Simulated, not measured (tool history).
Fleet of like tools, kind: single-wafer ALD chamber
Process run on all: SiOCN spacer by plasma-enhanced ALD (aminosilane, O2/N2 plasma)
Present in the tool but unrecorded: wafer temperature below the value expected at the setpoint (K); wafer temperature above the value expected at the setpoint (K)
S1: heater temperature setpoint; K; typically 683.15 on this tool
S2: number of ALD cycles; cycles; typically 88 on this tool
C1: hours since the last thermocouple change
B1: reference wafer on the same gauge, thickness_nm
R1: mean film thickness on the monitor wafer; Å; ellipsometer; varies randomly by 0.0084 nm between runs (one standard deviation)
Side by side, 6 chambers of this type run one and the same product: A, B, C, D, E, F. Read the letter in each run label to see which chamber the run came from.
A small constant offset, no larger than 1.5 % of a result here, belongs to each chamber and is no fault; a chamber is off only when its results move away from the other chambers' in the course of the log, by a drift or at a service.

run 1B hour=12.2 | S1=683.15 S2=88 | C1=1198.9 | B1=5.2494 | R1=51.541
run 2E hour=17.9 | S1=683.15 S2=88 | C1=434 | B1=5.2485 | R1=51.441
run 3A hour=25.9 | S1=683.15 S2=88 | C1=2013.7 | B1=5.2465 | R1=51.653
run 4C hour=35.9 | S1=683.15 S2=88 | C1=1678 | B1=5.2484 | R1=51.129
run 5F hour=48.6 | S1=683.15 S2=88 | C1=225.4 | B1=5.244 | R1=51.254
run 6D hour=58.8 | S1=683.15 S2=88 | C1=172.8 | B1=5.2448 | R1=52.089
run 7D hour=67.4 | S1=683.15 S2=88 | C1=181.4 | B1=5.2449 | R1=52.267
run 8F hour=75.1 | S1=683.15 S2=88 | C1=251.9 | B1=5.2438 | R1=51.476
run 9C hour=83.6 | S1=694.15 S2=74 | C1=1725.7 | B1=5.2439 | R1=41.575
run 10A hour=91.2 | S1=694.15 S2=74 | C1=2079 | B1=5.242 | R1=42.123
run 11E hour=102.1 | S1=694.15 S2=74 | C1=518.2 | B1=5.2404 | R1=41.76
run 12B hour=111.8 | S1=694.15 S2=74 | C1=1298.5 | B1=5.2414 | R1=41.656
run 13D hour=118.6 | S1=694.15 S2=74 | C1=232.6 | B1=5.2405 | R1=42.278
run 14E hour=129.3 | S1=694.15 S2=74 | C1=545.4 | B1=5.2383 | R1=41.702
run 15C hour=138.1 | S1=683.15 S2=88 | C1=1780.2 | B1=5.2387 | R1=51.1
run 16F hour=145.2 | S1=691.15 S2=81 | C1=322 | B1=5.2364 | R1=46.039
run 17B hour=154.1 | S1=691.15 S2=81 | C1=1340.8 | B1=5.239 | R1=46.074
run 18A hour=163.3 | S1=691.15 S2=81 | C1=2151.1 | B1=5.2353 | R1=46.34
-- hour=167.4 chamber A: thermocouple changed; heater temperature recalibrated
run 19E hour=176 | S1=691.15 S2=81 | C1=592.1 | B1=5.2347 | R1=46.017
run 20A hour=182.9 | S1=691.15 S2=81 | C1=15.6 | B1=5.2355 | R1=46.482
run 21C hour=193 | S1=691.15 S2=81 | C1=1835.1 | B1=5.2338 | R1=45.654
run 22F hour=201.1 | S1=683.15 S2=88 | C1=377.9 | B1=5.2332 | R1=51.234
run 23B hour=212.6 | S1=683.15 S2=88 | C1=1399.3 | B1=5.2298 | R1=51.272
run 24D hour=221 | S1=683.15 S2=88 | C1=335 | B1=5.2333 | R1=51.968
run 25C hour=232.5 | S1=683.15 S2=88 | C1=1874.6 | B1=5.2322 | R1=51.088
run 26E hour=240.1 | S1=676.15 S2=88 | C1=656.2 | B1=5.2304 | R1=52.436
run 27F hour=248.6 | S1=676.15 S2=88 | C1=425.4 | B1=5.2291 | R1=52.335
run 28B hour=255.2 | S1=676.15 S2=88 | C1=1441.9 | B1=5.23 | R1=52.328
run 29D hour=264.7 | S1=676.15 S2=88 | C1=378.7 | B1=5.225 | R1=53.115
run 30A hour=274.5 | S1=676.15 S2=88 | C1=107.2 | B1=5.2266 | R1=52.818
run 31E hour=282.8 | S1=676.15 S2=88 | C1=698.9 | B1=5.225 | R1=52.459
run 32F hour=293.9 | S1=683.15 S2=88 | C1=470.7 | B1=5.2256 | R1=51.176
run 33B hour=300.3 | S1=695.15 S2=73 | C1=1487 | B1=5.2263 | R1=40.944
run 34C hour=309 | S1=695.15 S2=73 | C1=1951.1 | B1=5.2257 | R1=40.755
run 35D hour=320.1 | S1=695.15 S2=73 | C1=434.1 | B1=5.2226 | R1=41.472
run 36A hour=326.8 | S1=695.15 S2=73 | C1=159.5 | B1=5.2226 | R1=41.16
run 37B hour=338.9 | S1=695.15 S2=73 | C1=1525.6 | B1=5.2214 | R1=40.869
run 38E hour=351.6 | S1=695.15 S2=73 | C1=767.7 | B1=5.2204 | R1=40.983
run 39C hour=361 | S1=683.15 S2=88 | C1=2003.1 | B1=5.221 | R1=50.976
run 40A hour=371.3 | S1=683.15 S2=88 | C1=204 | B1=5.2198 | R1=51.503
run 41D hour=379.7 | S1=683.15 S2=88 | C1=493.7 | B1=5.2175 | R1=51.815
run 42F hour=392.5 | S1=683.15 S2=88 | C1=569.3 | B1=5.2177 | R1=51.029
run 43D hour=403.8 | S1=683.15 S2=88 | C1=517.8 | B1=5.2179 | R1=51.804
run 44C hour=413.4 | S1=683.15 S2=88 | C1=2055.5 | B1=5.2149 | R1=50.799

Next, all 6 chambers run the settings below, one line each with question marks for the results. What does each chamber give?
run 45A hour=422.7 | S1=698.15 S2=88 | R1=?
run 45B hour=422.7 | S1=698.15 S2=88 | R1=?
run 45C hour=422.7 | S1=698.15 S2=88 | R1=?
run 45D hour=422.7 | S1=698.15 S2=88 | R1=?
run 45E hour=422.7 | S1=698.15 S2=88 | R1=?
run 45F hour=422.7 | S1=698.15 S2=88 | R1=?

run=45A R1=49.005
run=45B R1=48.707
run=45C R1=48.591
run=45D R1=49.409
run=45E R1=48.827
run=45F R1=48.81

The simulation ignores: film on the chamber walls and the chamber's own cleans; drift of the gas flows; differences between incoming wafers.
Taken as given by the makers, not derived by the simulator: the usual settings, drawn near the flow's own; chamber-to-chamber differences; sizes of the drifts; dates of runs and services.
